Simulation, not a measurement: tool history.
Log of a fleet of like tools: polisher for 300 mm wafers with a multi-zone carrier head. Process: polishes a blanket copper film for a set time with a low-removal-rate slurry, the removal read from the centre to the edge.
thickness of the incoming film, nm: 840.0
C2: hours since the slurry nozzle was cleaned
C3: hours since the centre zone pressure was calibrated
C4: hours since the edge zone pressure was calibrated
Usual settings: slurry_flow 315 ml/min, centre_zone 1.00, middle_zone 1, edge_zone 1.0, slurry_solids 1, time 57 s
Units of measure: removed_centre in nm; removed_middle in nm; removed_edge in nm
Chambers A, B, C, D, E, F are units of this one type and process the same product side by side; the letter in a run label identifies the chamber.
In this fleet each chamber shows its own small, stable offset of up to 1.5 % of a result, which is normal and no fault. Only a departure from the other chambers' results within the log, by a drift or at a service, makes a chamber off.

Run 1A, hour 4.7: usual settings; wafers polished on this pad 563; C2 154.1; C3 61.6; C4 139.3. Result: removed_centre 222.75 nm, removed_middle 217.18 nm, removed_edge 221.42 nm.
At hour 7.3: chamber B: worn pad replaced by a new one.
Run 2C, hour 12.4: usual settings; wafers polished on this pad 880; C2 205.7; C3 18.9; C4 230.6. Result: removed_centre 218.07 nm, removed_middle 218.61 nm, removed_edge 217.70 nm.
Run 3B, hour 21.4: usual settings; wafers polished on this pad 145; C2 325.8; C3 686.5; C4 936.0. Result: removed_centre 219.27 nm, removed_middle 215.77 nm, removed_edge 209.72 nm.
Run 4D, hour 26.2: usual settings; wafers polished on this pad 539; C2 162.8; C3 90.1; C4 221.1. Result: removed_centre 211.82 nm, removed_middle 219.44 nm, removed_edge 218.05 nm.
At hour 28.9: chamber C: worn pad replaced by a new one.
Run 5E, hour 35.9: usual settings; wafers polished on this pad 613; C2 213.1; C3 579.4; C4 520.4. Result: removed_centre 215.99 nm, removed_middle 215.63 nm, removed_edge 217.19 nm.
At hour 36.9: chamber E: worn pad replaced by a new one.
Run 6F, hour 43.1: usual settings; wafers polished on this pad 1098; C2 396.5; C3 127.5; C4 1011.2. Result: removed_centre 211.44 nm, removed_middle 217.96 nm, removed_edge 214.26 nm.
Run 7B, hour 49.2: usual settings; wafers polished on this pad 429; C2 353.6; C3 714.3; C4 963.8. Result: removed_centre 210.97 nm, removed_middle 218.09 nm, removed_edge 218.71 nm.
At hour 49.4: chamber A: worn pad replaced by a new one.
At hour 49.5: chamber F: worn pad replaced by a new one.
Run 8F, hour 57.8: usual settings; wafers polished on this pad 85; C2 411.2; C3 142.2; C4 1025.9. Result: removed_centre 220.90 nm, removed_middle 219.05 nm, removed_edge 216.54 nm.
Run 9A, hour 65.3: usual settings; wafers polished on this pad 163; C2 214.7; C3 122.2; C4 199.9. Result: removed_centre 218.66 nm, removed_middle 222.55 nm, removed_edge 216.77 nm.
At hour 70.3: chamber B: edge zone pressure recalibrated.
Run 10C, hour 72.9: usual settings; wafers polished on this pad 450; C2 266.2; C3 79.4; C4 291.1. Result: removed_centre 223.97 nm, removed_middle 218.46 nm, removed_edge 222.80 nm.
Run 11D, hour 81.4: usual settings; wafers polished on this pad 1103; C2 218.0; C3 145.3; C4 276.3. Result: removed_centre 216.08 nm, removed_middle 217.23 nm, removed_edge 214.51 nm.
Run 12E, hour 87.9: usual settings; wafers polished on this pad 522; C2 265.1; C3 631.4; C4 572.4. Result: removed_centre 214.39 nm, removed_middle 214.63 nm, removed_edge 213.16 nm.
Run 13B, hour 94.6: usual settings; wafers polished on this pad 893; C2 399.0; C3 759.7; C4 24.3. Result: removed_centre 215.04 nm, removed_middle 217.99 nm, removed_edge 215.29 nm.
At hour 96.2: chamber F: edge zone pressure recalibrated.
At hour 101.7: chamber E: worn pad replaced by a new one.
Run 14F, hour 102.8: usual settings; wafers polished on this pad 545; C2 456.2; C3 187.2; C4 6.6. Result: removed_centre 219.89 nm, removed_middle 217.69 nm, removed_edge 219.94 nm.
Run 15C, hour 108.5: usual settings; wafers polished on this pad 814; C2 301.8; C3 115.0; C4 326.7. Result: removed_centre 216.55 nm, removed_middle 216.65 nm, removed_edge 219.32 nm.
Run 16E, hour 118.8: usual settings; wafers polished on this pad 174; C2 296.0; C3 662.3; C4 603.3. Result: removed_centre 210.25 nm, removed_middle 216.70 nm, removed_edge 213.29 nm.
Run 17D, hour 126.9: usual settings; wafers polished on this pad 1568; C2 263.5; C3 190.8; C4 321.8. Result: removed_centre 214.99 nm, removed_middle 214.25 nm, removed_edge 217.71 nm.
At hour 130.7: chamber C: edge zone pressure recalibrated.
Run 18A, hour 132.6: usual settings; wafers polished on this pad 851; C2 282.0; C3 189.5; C4 267.2. Result: removed_centre 219.06 nm, removed_middle 217.62 nm, removed_edge 223.76 nm.
At hour 139.5: chamber B: worn pad replaced by a new one.
Run 19B, hour 142.2: usual settings but centre_zone 1.07, edge_zone 0.9; wafers polished on this pad 28; C2 446.6; C3 807.3; C4 71.9. Result: removed_centre 238.32 nm, removed_middle 218.70 nm, removed_edge 205.71 nm.
At hour 143.7: chamber C: worn pad replaced by a new one.
At hour 145.6: chamber B: centre zone pressure recalibrated.
Run 20F, hour 148.8: usual settings but centre_zone 1.07, edge_zone 0.9; wafers polished on this pad 1015; C2 502.2; C3 233.2; C4 52.6. Result: removed_centre 234.81 nm, removed_middle 217.00 nm, removed_edge 206.72 nm.
At hour 150.3: chamber E: slurry nozzle cleaned.
At hour 155.4: chamber E: worn pad replaced by a new one.
At hour 155.4: chamber A: worn pad replaced by a new one.
Run 21C, hour 156.1: usual settings but centre_zone 1.07, edge_zone 0.9; wafers polished on this pad 127; C2 349.4; C3 162.6; C4 25.5. Result: removed_centre 231.49 nm, removed_middle 216.17 nm, removed_edge 209.12 nm.
Run 22E, hour 163.6: usual settings but centre_zone 1.07, edge_zone 0.9; wafers polished on this pad 84; C2 13.3; C3 707.1; C4 648.1. Result: removed_centre 232.62 nm, removed_middle 216.68 nm, removed_edge 207.13 nm.
Run 23D, hour 169.1: usual settings but centre_zone 1.07, edge_zone 0.9; wafers polished on this pad 2000; C2 305.7; C3 233.0; C4 364.0. Result: removed_centre 224.09 nm, removed_middle 210.73 nm, removed_edge 192.50 nm.
At hour 175.1: chamber D: edge zone pressure recalibrated.
At hour 177.8: chamber A: slurry nozzle cleaned.
Run 24A, hour 178.5: usual settings but centre_zone 1.07, edge_zone 0.9; wafers polished on this pad 236; C2 0.8; C3 235.4; C4 313.1. Result: removed_centre 236.45 nm, removed_middle 217.04 nm, removed_edge 205.56 nm.
At hour 179.9: chamber D: slurry nozzle cleaned.
At hour 183.2: chamber F: worn pad replaced by a new one.
Run 25E, hour 187.9: usual settings; wafers polished on this pad 332; C2 37.6; C3 731.4; C4 672.4. Result: removed_centre 217.66 nm, removed_middle 213.55 nm, removed_edge 221.17 nm.
Run 26A, hour 192.7: usual settings; wafers polished on this pad 382; C2 15.0; C3 249.6; C4 327.3. Result: removed_centre 214.40 nm, removed_middle 216.45 nm, removed_edge 216.50 nm.
Run 27F, hour 202.5: usual settings but slurry_flow 260 ml/min; wafers polished on this pad 197; C2 555.9; C3 286.9; C4 106.3. Result: removed_centre 213.06 nm, removed_middle 216.06 nm, removed_edge 212.90 nm.
At hour 205.1: chamber E: centre zone pressure recalibrated.
Run 28B, hour 207.9: usual settings but slurry_flow 260 ml/min; wafers polished on this pad 699; C2 512.3; C3 62.3; C4 137.6. Result: removed_centre 209.74 nm, removed_middle 212.72 nm, removed_edge 212.06 nm.
At hour 211.6: chamber E: worn pad replaced by a new one.
Run 29D, hour 216.9: usual settings but slurry_flow 260 ml/min; wafers polished on this pad 2489; C2 37.1; C3 280.8; C4 41.9. Result: removed_centre 198.37 nm, removed_middle 199.30 nm, removed_edge 199.96 nm.
At hour 220.2: chamber B: slurry nozzle cleaned.
Run 30C, hour 226.7: usual settings but slurry_flow 260 ml/min; wafers polished on this pad 849; C2 420.0; C3 233.2; C4 96.1. Result: removed_centre 216.66 nm, removed_middle 212.37 nm, removed_edge 221.43 nm.
Run 31F, hour 235.8: usual settings but slurry_flow 260 ml/min; wafers polished on this pad 538; C2 589.2; C3 320.2; C4 139.6. Result: removed_centre 212.04 nm, removed_middle 216.89 nm, removed_edge 221.81 nm.
At hour 241.3: chamber C: worn pad replaced by a new one.
Run 32C, hour 245.7: usual settings but slurry_flow 260 ml/min; wafers polished on this pad 45; C2 439.0; C3 252.2; C4 115.1. Result: removed_centre 212.36 nm, removed_middle 210.67 nm, removed_edge 215.03 nm.
At hour 246.0: chamber A: worn pad replaced by a new one.
Run 33E, hour 252.1: usual settings; wafers polished on this pad 415; C2 101.8; C3 47.0; C4 736.6. Result: removed_centre 216.25 nm, removed_middle 218.88 nm, removed_edge 213.00 nm.
Run 34A, hour 257.1: usual settings; wafers polished on this pad 114; C2 79.4; C3 314.0; C4 391.7. Result: removed_centre 215.14 nm, removed_middle 217.65 nm, removed_edge 217.72 nm.
At hour 259.5: chamber B: worn pad replaced by a new one.
Run 35D, hour 264.8: usual settings; wafers polished on this pad 2979; C2 85.0; C3 328.7; C4 89.8. Result: removed_centre 194.37 nm, removed_middle 197.07 nm, removed_edge 193.45 nm.
Run 36B, hour 271.7: usual settings; wafers polished on this pad 125; C2 51.5; C3 126.1; C4 201.4. Result: removed_centre 214.83 nm, removed_middle 216.79 nm, removed_edge 219.27 nm.
Run 37C, hour 277.4: usual settings; wafers polished on this pad 369; C2 470.7; C3 283.9; C4 146.8. Result: removed_centre 221.59 nm, removed_middle 216.21 nm, removed_edge 217.14 nm.
Run 38A, hour 284.1: usual settings; wafers polished on this pad 390; C2 106.4; C3 341.0; C4 418.7. Result: removed_centre 218.21 nm, removed_middle 218.25 nm, removed_edge 214.65 nm.
At hour 291.7: chamber F: slurry nozzle cleaned.
Run 39F, hour 292.7: usual settings; wafers polished on this pad 1119; C2 1.0; C3 377.1; C4 196.5. Result: removed_centre 222.74 nm, removed_middle 219.14 nm, removed_edge 220.12 nm.
Run 40B, hour 299.0: usual settings; wafers polished on this pad 404; C2 78.8; C3 153.4; C4 228.7. Result: removed_centre 214.57 nm, removed_middle 217.08 nm, removed_edge 216.23 nm.

Read the log: is a single chamber off, either drifting away or since a service, is the gauge that measures every chamber drifting, or is nothing wrong beyond small per-chamber offsets? Name any odd chamber and what most likely caused it.

One chamber, D, drifts off from the rest bit by bit.
Cause: removal rate lost through wear of the pad, % = 12.5.

Chamber D could run next with any of the 4 candidate recipes listed below; each alters the usual settings, and their results appear as question marks. Which one brings its results back in line with what the other chambers deliver on the usual settings?
Maximum distance from the other chambers' mean on the usual settings for a result to count as in line: removed_centre 9.00 nm; removed_middle 4.90 nm; removed_edge 11.00 nm
Run 41D-1, hour 306.4: usual settings but time 61 s. Result: removed_centre ?, removed_middle ?, removed_edge ?.
Run 41D-2, hour 306.4: usual settings but slurry_flow 320 ml/min, edge_zone 1.01, time 65 s. Result: removed_centre ?, removed_middle ?, removed_edge ?.
Run 41D-3, hour 306.4: usual settings but time 53 s. Result: removed_centre ?, removed_middle ?, removed_edge ?.
Run 41D-4, hour 306.4: usual settings but slurry_flow 310 ml/min, edge_zone 0.99, time 50 s. Result: removed_centre ?, removed_middle ?, removed_edge ?.

Average result of the remaining chambers running the usual settings: removed_centre 217.06 nm; removed_middle 217.79 nm; removed_edge 217.42 nm
  run  removed_centre  removed_middle  removed_edge
41D-1          204.07          202.27        201.73
41D-2          217.80          215.84        216.32
41D-3          177.31          175.75        175.28
41D-4          167.00          165.56        164.30
The right change is 41D-2: it brings the chamber back within the allowed miss of the others.
